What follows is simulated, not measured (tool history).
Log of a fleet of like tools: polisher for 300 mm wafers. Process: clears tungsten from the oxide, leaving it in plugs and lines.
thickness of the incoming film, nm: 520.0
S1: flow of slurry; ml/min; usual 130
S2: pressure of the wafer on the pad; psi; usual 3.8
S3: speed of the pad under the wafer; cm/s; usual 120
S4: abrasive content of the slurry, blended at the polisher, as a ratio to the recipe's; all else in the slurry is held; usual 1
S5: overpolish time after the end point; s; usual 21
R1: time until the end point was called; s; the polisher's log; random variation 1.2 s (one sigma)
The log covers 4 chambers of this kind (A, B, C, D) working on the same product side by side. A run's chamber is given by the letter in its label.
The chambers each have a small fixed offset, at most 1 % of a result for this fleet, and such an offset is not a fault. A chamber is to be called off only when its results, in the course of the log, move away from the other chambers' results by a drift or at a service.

run	hour	S1	S2	S3	S4	S5	R1
1B	3.1	130	3.8	120	1	21	82.978
2C	6.5	130	3.8	120	1	21	82.075
3D	12	130	3.8	120	1	21	84.343
4A	16.4	130	3.8	120	1	21	83.15
5B	21	130	3.8	120	1	21	84.125
# hour 21.6: chamber D: worn pad replaced by a new one
# hour 24.1: chamber C: worn pad replaced by a new one
6A	27.5	130	3.8	120	1	21	81.515
# hour 28.5: chamber A: worn pad replaced by a new one
# hour 29.7: chamber B: slurry blender recalibrated
7D	31.5	130	3.8	120	1	21	84.727
8C	37.7	130	3.8	120	1	21	83.905
9B	41.6	130	3.8	100	1	21	99.254
10A	47.5	130	3.8	100	1	21	97.353
11D	50.4	130	3.8	100	1	21	100.72
# hour 52.4: chamber D: slurry tank refilled with fresh slurry and peroxide
12C	54.4	130	3.8	100	1	21	98.468
13A	58.1	95	2.6	120	1	21	130.16
# hour 58.8: chamber A: slurry blender recalibrated
# hour 61.5: chamber B: worn pad replaced by a new one
14D	63.4	95	2.6	120	1	21	126.81
# hour 64.2: chamber C: head pressure recalibrated
# hour 67.4: chamber A: worn pad replaced by a new one
# hour 67.5: chamber D: worn pad replaced by a new one
15B	67.7	95	2.6	120	1	21	132.09
# hour 69.3: chamber A: slurry tank refilled with fresh slurry and peroxide
16C	71.7	95	2.6	120	1	21	130.14
17D	76.1	130	3.8	120	1	21	82.746
18B	82	130	3.8	120	1	21	82.964
19A	88.1	130	3.8	120	1	21	83.878
20C	93	130	3.8	120	1	21	82.965
# hour 93.2: chamber C: slurry tank refilled with fresh slurry and peroxide
# hour 97.2: chamber B: head pressure recalibrated
21A	97.5	130	3.8	120	1	21	83.835
22D	101.3	130	3.8	120	1	21	83.421
23C	107.1	130	3.8	120	1	21	82.445
# hour 109.8: chamber D: worn pad replaced by a new one
# hour 111: chamber A: worn pad replaced by a new one
24B	113.8	130	3.8	120	1	21	89.889
25C	119.6	130	3.8	120	1	21	85.196
26B	126.3	130	3.8	120	1	21	88.308
# hour 127.9: chamber C: worn pad replaced by a new one
27A	131.6	130	3.8	120	1	21	83.252
28D	134.7	130	3.8	120	0.85	21	85.685
# hour 135.7: chamber D: slurry nozzle cleaned
# hour 137.4: chamber A: head pressure recalibrated
29B	140.7	130	3.8	120	0.85	21	91.745
# hour 141.9: chamber D: slurry tank refilled with fresh slurry and peroxide
# hour 143.8: chamber B: worn pad replaced by a new one
30C	145	130	3.8	120	0.85	21	86.231
31A	149	130	3.8	120	0.85	21	87.437
32D	152.7	130	3	120	1	32	106.3
# hour 153.1: chamber D: worn pad replaced by a new one
# hour 154.1: chamber A: worn pad replaced by a new one
33B	159.1	130	3	120	1	32	115.6
34D	163.9	130	3	120	1	32	104.5
# hour 164.7: chamber C: slurry blender recalibrated
35A	169.6	130	3	120	1	32	105.63
36C	175.8	170	3.8	152	1	21	63.374

Does one chamber stand apart from the rest, does the shared gauge drift, or is all well apart from small per-chamber offsets? Give the chamber and the most likely cause, where there is one.

One chamber, B, drifts off from the rest bit by bit.
What lies behind it: peroxide lost from the slurry, % = 26.9.
The log may not tell that from: slurry flow missing at the pad, %; abrasive missing from the slurry, %.

Chamber B could run next with any of the 4 candidate recipes listed below; each alters the usual settings, and their results appear as question marks. Which one brings its results back in line with what the other chambers deliver on the usual settings?
In line means no further than this from the other chambers' mean on the usual settings: R1 4.1 s
37B-1	180.5	130	3.8	156	1	21	?
37B-2	180.5	130	4.3	120	1	21	?
37B-3	180.5	130	3.8	120	0.6	21	?
37B-4	180.5	130	3.8	94	0.95	21	?

The mean the other chambers reach with the usual settings: R1 82.892 s
run	R1
37B-1	72.862
37B-2	83.77
37B-3	106.54
37B-4	122.13
37B-2 puts the chamber back in line with the other chambers.
